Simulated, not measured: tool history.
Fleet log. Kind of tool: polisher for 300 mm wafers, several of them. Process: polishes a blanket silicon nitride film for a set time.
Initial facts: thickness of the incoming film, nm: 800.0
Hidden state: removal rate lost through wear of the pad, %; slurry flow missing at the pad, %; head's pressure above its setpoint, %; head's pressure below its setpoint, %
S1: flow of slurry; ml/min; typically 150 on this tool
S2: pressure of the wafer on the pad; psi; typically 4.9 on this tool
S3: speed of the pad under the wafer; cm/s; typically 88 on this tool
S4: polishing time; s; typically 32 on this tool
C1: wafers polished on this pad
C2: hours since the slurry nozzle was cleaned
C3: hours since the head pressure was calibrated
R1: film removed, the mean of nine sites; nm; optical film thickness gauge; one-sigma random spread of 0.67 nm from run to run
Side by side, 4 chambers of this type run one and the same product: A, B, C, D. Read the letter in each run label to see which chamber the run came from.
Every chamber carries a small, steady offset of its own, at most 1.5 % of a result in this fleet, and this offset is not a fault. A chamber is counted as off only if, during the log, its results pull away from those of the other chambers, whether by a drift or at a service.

run   hour   S1   S2  S3  S4    C1     C2     C3      R1
 1D    6.2  150  4.9  88  32   899  117.4  606.1  77.395
 2C   10.8  150  4.9  88  32   220  558.8  290.8  75.615
 3B   15.4  150  4.9  88  32   112    210  148.6  75.503
 4A   18.6  150  4.9  88  32   225  468.3  690.8  74.954
 5B   22.1  150  4.9  88  32   161  216.7  155.3  73.738
 6D   25.1  150  4.9  88  32  1037  136.3    625  77.989
 7A   28.3  150  4.9  88  32   295    478  700.5  74.667
 8C   33.3  150  4.9  88  32   384  581.3  313.3  74.169
 9B   37.7  150  4.9  88  32   275  232.3  170.9  74.743
10D   44.3  170  4.9  60  32  1177  155.5  644.2  56.954
      45.9  -- chamber D: worn pad replaced by a new one
11A     49  170  4.9  60  32   447  498.7  721.2  55.136
12C     52  170  4.9  60  32   521    600    332  56.101
13B   54.9  170  4.9  60  32   401  249.5  188.1  55.436
14D   58.9  150  4.9  88  32    95  170.1  658.8  75.711
15C   63.6  150  4.9  88  32   605  611.6  343.6  73.059
      68.9  -- chamber B: worn pad replaced by a new one
16A     69  150  4.9  88  32   593  518.7  741.2  73.104
17A   75.6  150  4.9  88  32   641  525.3  747.8  74.712
18B   78.9  150  4.9  88  37    73  273.5  212.1  86.632
19C   84.4  150  4.9  88  37   757  632.4  364.4  83.784
20D   88.3  150  4.9  88  37   309  199.5  688.2  88.501
21B     94  150  4.9  88  37   183  288.6  227.2  88.061
22C   98.7  150  4.9  88  32   862  646.7  378.7  71.703
23A  101.6  150  4.9  88  32   831  551.3  773.8  74.032
     105.3  -- chamber C: worn pad replaced by a new one
24D  106.7  150  4.9  88  32   444  217.9  706.6  75.869
25D  110.7  150  4.9  88  32   473  221.9  710.6  75.496
26C  115.3  150  4.9  88  32    73  663.3  395.3   69.97
27A  119.6  150  4.9  88  32   962  569.3  791.8  72.982
     119.8  -- chamber A: worn pad replaced by a new one
     119.9  -- chamber B: slurry nozzle cleaned
28B  122.8  150  4.9  88  32   394      3    256  75.549
29C  128.3  150  4.9  88  32   168  676.3  408.3  69.623
     130.1  -- chamber A: head pressure recalibrated
30A  133.3  150  4.9  88  32    98    583    3.3  74.749
31D  139.2  150  4.9  88  32   681  250.4  739.1  75.794
32B  142.8  150  4.9  88  32   540     23    276  74.693
33C  148.2  150  4.9  88  32   313  696.2  428.2  68.041

Read the log: is a single chamber off, either drifting away or since a service, is the gauge that measures every chamber drifting, or is nothing wrong beyond small per-chamber offsets? Name any odd chamber and what most likely caused it.

Little by little, chamber C moves away from the other chambers.
Most likely cause: head's pressure below its setpoint, % = 11.5.
The log might look much the same if the cause were instead: slurry flow missing at the pad, %.

Here are 4 candidates for chamber C's next run, each the usual settings with a change, their results left as question marks. Which one brings its results back in line with what the others give on the usual settings?
In-line tolerance around the mean of the other chambers on the usual settings: R1 2.3 nm
34C-1   153  150  4.9  94  34               ?
34C-2   153  150  4.9  82  30               ?
34C-3   153  150  4.8  88  31               ?
34C-4   153  150  4.9  90  33               ?

Other chambers, usual settings, mean: R1 75.17 nm
  run      R1
34C-1  74.722
34C-2  59.067
34C-3  63.308
34C-4   70.03
Change 34C-1 lands the chamber within the allowed miss of the other chambers.
